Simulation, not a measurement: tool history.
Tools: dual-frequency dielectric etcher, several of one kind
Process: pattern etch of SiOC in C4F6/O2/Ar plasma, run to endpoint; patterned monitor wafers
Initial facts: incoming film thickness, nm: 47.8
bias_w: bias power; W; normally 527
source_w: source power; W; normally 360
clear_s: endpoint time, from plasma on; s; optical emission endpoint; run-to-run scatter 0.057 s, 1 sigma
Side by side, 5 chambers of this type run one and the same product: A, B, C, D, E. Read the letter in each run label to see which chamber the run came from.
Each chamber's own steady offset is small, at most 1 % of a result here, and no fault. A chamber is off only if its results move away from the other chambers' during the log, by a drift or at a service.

run 1B hour=4.3 | bias_w=527 source_w=360 | clear_s=16.181
run 2D hour=6.6 | bias_w=527 source_w=360 | clear_s=16.283
run 3E hour=10.7 | bias_w=527 source_w=360 | clear_s=16.262
run 4C hour=13.1 | bias_w=527 source_w=360 | clear_s=16.444
run 5A hour=15.6 | bias_w=527 source_w=360 | clear_s=16.396
run 6B hour=18.4 | bias_w=447 source_w=360 | clear_s=17.361
run 7C hour=22.9 | bias_w=447 source_w=360 | clear_s=17.535
run 8A hour=25.6 | bias_w=447 source_w=360 | clear_s=17.32
run 9D hour=29.7 | bias_w=447 source_w=360 | clear_s=17.453
run 10E hour=34.6 | bias_w=447 source_w=360 | clear_s=17.224
run 11C hour=38.2 | bias_w=527 source_w=360 | clear_s=16.353
run 12E hour=43.3 | bias_w=527 source_w=360 | clear_s=16.296
run 13A hour=46.9 | bias_w=527 source_w=360 | clear_s=16.308
run 14D hour=50.5 | bias_w=527 source_w=360 | clear_s=16.348
run 15B hour=53.4 | bias_w=527 source_w=360 | clear_s=16.238
run 16E hour=58.5 | bias_w=527 source_w=360 | clear_s=16.271
run 17C hour=63.3 | bias_w=527 source_w=360 | clear_s=16.565
run 18B hour=66.1 | bias_w=527 source_w=360 | clear_s=16.305
run 19A hour=70 | bias_w=527 source_w=360 | clear_s=16.351
run 20D hour=72.6 | bias_w=527 source_w=360 | clear_s=16.332
run 21E hour=76.9 | bias_w=527 source_w=360 | clear_s=16.342
-- hour=77.5 chamber E: wet clean of the chamber
run 22A hour=80.1 | bias_w=527 source_w=360 | clear_s=16.293
run 23D hour=83.6 | bias_w=527 source_w=360 | clear_s=16.403
run 24B hour=86 | bias_w=527 source_w=360 | clear_s=16.325
run 25C hour=88.8 | bias_w=527 source_w=360 | clear_s=16.753
run 26E hour=92.3 | bias_w=527 source_w=360 | clear_s=16.427
run 27A hour=95.8 | bias_w=527 source_w=360 | clear_s=16.344
run 28D hour=99.7 | bias_w=527 source_w=360 | clear_s=16.309
run 29B hour=102.8 | bias_w=527 source_w=360 | clear_s=16.307
run 30C hour=107.3 | bias_w=527 source_w=310 | clear_s=17.757
run 31A hour=111 | bias_w=527 source_w=310 | clear_s=17.36
run 32E hour=116.1 | bias_w=527 source_w=310 | clear_s=17.354
-- hour=118 chamber D: wet clean of the chamber
run 33C hour=120.4 | bias_w=527 source_w=310 | clear_s=17.867
run 34D hour=124.4 | bias_w=527 source_w=310 | clear_s=17.202
run 35B hour=128 | bias_w=527 source_w=360 | clear_s=16.235

Next, all 5 chambers run the settings below, one line each with question marks for the results. What does each chamber give?
run 36A hour=131.7 | bias_w=527 source_w=330 | clear_s=?
run 36B hour=131.7 | bias_w=527 source_w=330 | clear_s=?
run 36C hour=131.7 | bias_w=527 source_w=330 | clear_s=?
run 36D hour=131.7 | bias_w=527 source_w=330 | clear_s=?
run 36E hour=131.7 | bias_w=527 source_w=330 | clear_s=?

run=36A clear_s=16.936
run=36B clear_s=16.866
run=36C clear_s=17.573
run=36D clear_s=16.817
run=36E clear_s=16.901

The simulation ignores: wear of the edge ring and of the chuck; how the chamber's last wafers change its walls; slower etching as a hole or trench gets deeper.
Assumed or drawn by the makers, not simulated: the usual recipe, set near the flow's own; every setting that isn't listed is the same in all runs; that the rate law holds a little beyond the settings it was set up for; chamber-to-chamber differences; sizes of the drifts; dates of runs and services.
